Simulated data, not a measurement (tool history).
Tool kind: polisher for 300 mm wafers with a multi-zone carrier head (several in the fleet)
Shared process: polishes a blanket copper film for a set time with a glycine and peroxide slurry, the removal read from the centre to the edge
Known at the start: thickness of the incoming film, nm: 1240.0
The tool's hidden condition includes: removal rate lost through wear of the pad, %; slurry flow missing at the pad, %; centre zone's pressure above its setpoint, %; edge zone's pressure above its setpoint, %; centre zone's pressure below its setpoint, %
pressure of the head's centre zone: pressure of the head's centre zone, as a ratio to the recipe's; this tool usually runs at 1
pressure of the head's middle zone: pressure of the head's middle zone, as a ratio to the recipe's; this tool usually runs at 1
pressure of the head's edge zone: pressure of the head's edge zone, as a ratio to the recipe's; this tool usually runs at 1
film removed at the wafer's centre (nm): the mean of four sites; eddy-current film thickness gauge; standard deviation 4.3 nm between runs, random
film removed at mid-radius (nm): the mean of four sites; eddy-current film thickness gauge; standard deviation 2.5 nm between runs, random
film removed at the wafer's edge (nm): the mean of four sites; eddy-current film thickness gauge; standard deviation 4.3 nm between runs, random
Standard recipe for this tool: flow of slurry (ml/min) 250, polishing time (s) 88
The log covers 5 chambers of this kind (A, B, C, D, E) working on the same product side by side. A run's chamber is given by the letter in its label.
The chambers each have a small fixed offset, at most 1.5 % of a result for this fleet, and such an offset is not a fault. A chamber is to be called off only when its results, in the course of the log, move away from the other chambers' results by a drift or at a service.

run   hour  flow of slurry (ml/min)  pressure of the head's centre zone  pressure of the head's middle zone  pressure of the head's edge zone  polishing time (s)  wafers polished on this pad  hours since the slurry nozzle was cleaned  hours since the centre zone pressure was calibrated  hours since the edge zone pressure was calibrated  film removed at the wafer's centre (nm)  film removed at mid-radius (nm)  film removed at the wafer's edge (nm)
       1.6  -- chamber C: worn pad replaced by a new one
 1D    9.3                      250                                   1                                   1                                 1                  88                          251                                      186.1                                                101.2                                              645.6                                   320.24                           325.93                                  329.2
      16.6  -- chamber B: worn pad replaced by a new one
 2E   18.7                      250                                   1                                   1                                 1                  88                          604                                      603.2                                                521.4                                                421                                   317.52                           321.23                                 320.39
 3C   29.9                      250                                   1                                   1                                 1                  88                          229                                      531.5                                                224.1                                              364.6                                    321.6                           319.35                                 324.42
        34  -- chamber E: worn pad replaced by a new one
 4A   41.2                      250                                   1                                   1                                 1                  88                          607                                      173.5                                                 79.9                                              562.3                                   333.14                           323.16                                 316.61
 5B   47.8                      250                                   1                                0.92                                 1                  88                          252                                      430.2                                                167.7                                                245                                   323.06                           298.77                                 326.51
 6C   55.1                      250                                   1                                0.92                                 1                  88                          432                                      556.7                                                249.3                                              389.8                                   309.43                           293.48                                 321.03
      62.9  -- chamber C: slurry nozzle cleaned
 7B   64.6                      250                                   1                                0.92                                 1                  88                          388                                        447                                                184.5                                              261.8                                   319.82                            298.9                                 320.28
      72.2  -- chamber A: edge zone pressure recalibrated
 8D   75.4                      250                                   1                                0.92                                 1                  88                          785                                      252.2                                                167.3                                              711.7                                   323.57                           297.49                                 314.89
 9E     87                      250                                   1                                0.92                                 1                  88                          429                                      671.5                                                589.7                                              489.3                                   320.84                           297.07                                 323.81
      96.8  -- chamber B: slurry nozzle cleaned
10A   97.4                      250                                   1                                   1                                 1                  88                         1061                                      229.7                                                136.1                                               25.2                                   317.92                           320.83                                 326.19
11D  103.9                      250                                   1                                   1                                 1                  88                         1016                                      280.7                                                195.8                                              740.2                                   315.74                           328.13                                 319.43
     105.4  -- chamber A: worn pad replaced by a new one
12C  109.6                      250                                   1                                0.93                                 1                  88                          873                                       46.8                                                303.8                                              444.3                                   317.93                           296.39                                 322.65
13B  115.7                      250                                   1                                0.93                                 1                  88                          801                                         19                                                235.6                                              312.9                                   325.92                           301.98                                 326.22
     122.2  -- chamber D: worn pad replaced by a new one
14E  122.6                      250                                   1                                0.93                                 1                  88                          716                                      707.1                                                625.3                                              524.9                                   316.92                           300.66                                 324.72
       123  -- chamber E: worn pad replaced by a new one
15A  132.3                      250                                   1                                0.93                                 1                  88                          217                                      264.6                                                  171                                               60.1                                   324.37                           306.33                                  320.4
16B  138.7                      250                                   1                                0.93                                 1                  88                          987                                         42                                                258.6                                              335.9                                   324.69                           302.88                                 323.73
     138.9  -- chamber C: worn pad replaced by a new one
     143.9  -- chamber E: slurry nozzle cleaned
17A  148.4                      250                                   1                                   1                                 1                  88                          347                                      280.7                                                187.1                                               76.2                                    326.5                           321.63                                  324.8
18C  157.8                      250                                   1                                   1                                 1                  88                          153                                         95                                                  352                                              492.5                                   325.26                           315.36                                 322.31
19D  163.9                      250                                   1                                   1                                 1                  88                          337                                      340.7                                                255.8                                              800.2                                   322.14                           326.11                                 320.62
20E  171.7                      250                                   1                                   1                                 1                  88                          394                                       27.8                                                674.4                                                574                                   304.45                           320.86                                 320.04
21C  179.9                      250                                   1                                   1                                 1                  88                          332                                      117.1                                                374.1                                              514.6                                    321.6                           320.24                                 316.22
     186.1  -- chamber B: worn pad replaced by a new one
22E  188.2                      250                                   1                                   1                                 1                  88                          527                                       44.3                                                690.9                                              590.5                                   293.48                           321.58                                  315.8
23B  195.1                      250                                   1                                   1                                 1                  88                           73                                       98.4                                                  315                                              392.3                                   325.65                           322.78                                 321.52
24D    202                      250                                   1                                   1                                 1                  88                          645                                      378.8                                                293.9                                              838.3                                   323.21                           319.23                                 328.18
     202.6  -- chamber A: slurry nozzle cleaned
25A  209.6                      250                                   1                                   1                                 1                  88                          842                                          7                                                248.3                                              137.4                                   330.83                           323.11                                    321
     211.8  -- chamber E: worn pad replaced by a new one
26E  217.5                      250                                   1                                   1                                 1                  88                           46                                       73.6                                                720.2                                              619.8                                   294.52                            318.8                                 324.25
27D  224.1                      250                                   1                                   1                                 1                  88                          824                                      400.9                                                  316                                              860.4                                    324.4                           319.11                                 321.53
28B  233.9                      250                                   1                                   1                                 1                  88                          386                                      137.2                                                353.8                                              431.1                                   326.78                           321.09                                 321.87
29A  240.7                      250                                   1                                   1                                 1                  66                         1094                                       38.1                                                279.4                                              168.5                                   249.87                           241.26                                 235.72
30C  252.4                      250                                   1                                   1                                 1                  66                          918                                      189.6                                                446.6                                              587.1                                   242.33                           238.46                                 237.07
31C    259                      250                                   1                                   1                                 1                  66                          971                                      196.2                                                453.2                                              593.7                                   237.45                           239.01                                  240.8
32B  267.1                      250                                   1                                   1                                 1                  66                          655                                      170.4                                                  387                                              464.3                                   242.86                           239.28                                 240.62
     271.2  -- chamber A: worn pad replaced by a new one
33A  272.9                      250                                   1                                   1                                 1                  66                           14                                       70.3                                                311.6                                              200.7                                   243.07                           242.99                                 242.67
34E  279.7                      250                                   1                                   1                                 1                  88                          549                                      135.8                                                782.4                                                682                                   285.91                           318.77                                 321.42

Each of the 5 chambers runs these same settings next. Fill in every chamber's results:
35A   288                      250                                   1                                1.04                                 1                  88                                                                                                                                                                                                                        ?                                ?                                      ?
35B   288                      250                                   1                                1.04                                 1                  88                                                                                                                                                                                                                        ?                                ?                                      ?
35C   288                      250                                   1                                1.04                                 1                  88                                                                                                                                                                                                                        ?                                ?                                      ?
35D   288                      250                                   1                                1.04                                 1                  88                                                                                                                                                                                                                        ?                                ?                                      ?
35E   288                      250                                   1                                1.04                                 1                  88                                                                                                                                                                                                                        ?                                ?                                      ?

run  film removed at the wafer's centre (nm)  film removed at mid-radius (nm)  film removed at the wafer's edge (nm)
35A                                   328.36                           332.84                                 320.97
35B                                   327.58                           338.21                                 325.01
35C                                   320.57                           327.68                                 327.18
35D                                   323.04                           338.18                                 324.68
35E                                   291.12                           332.02                                 315.51
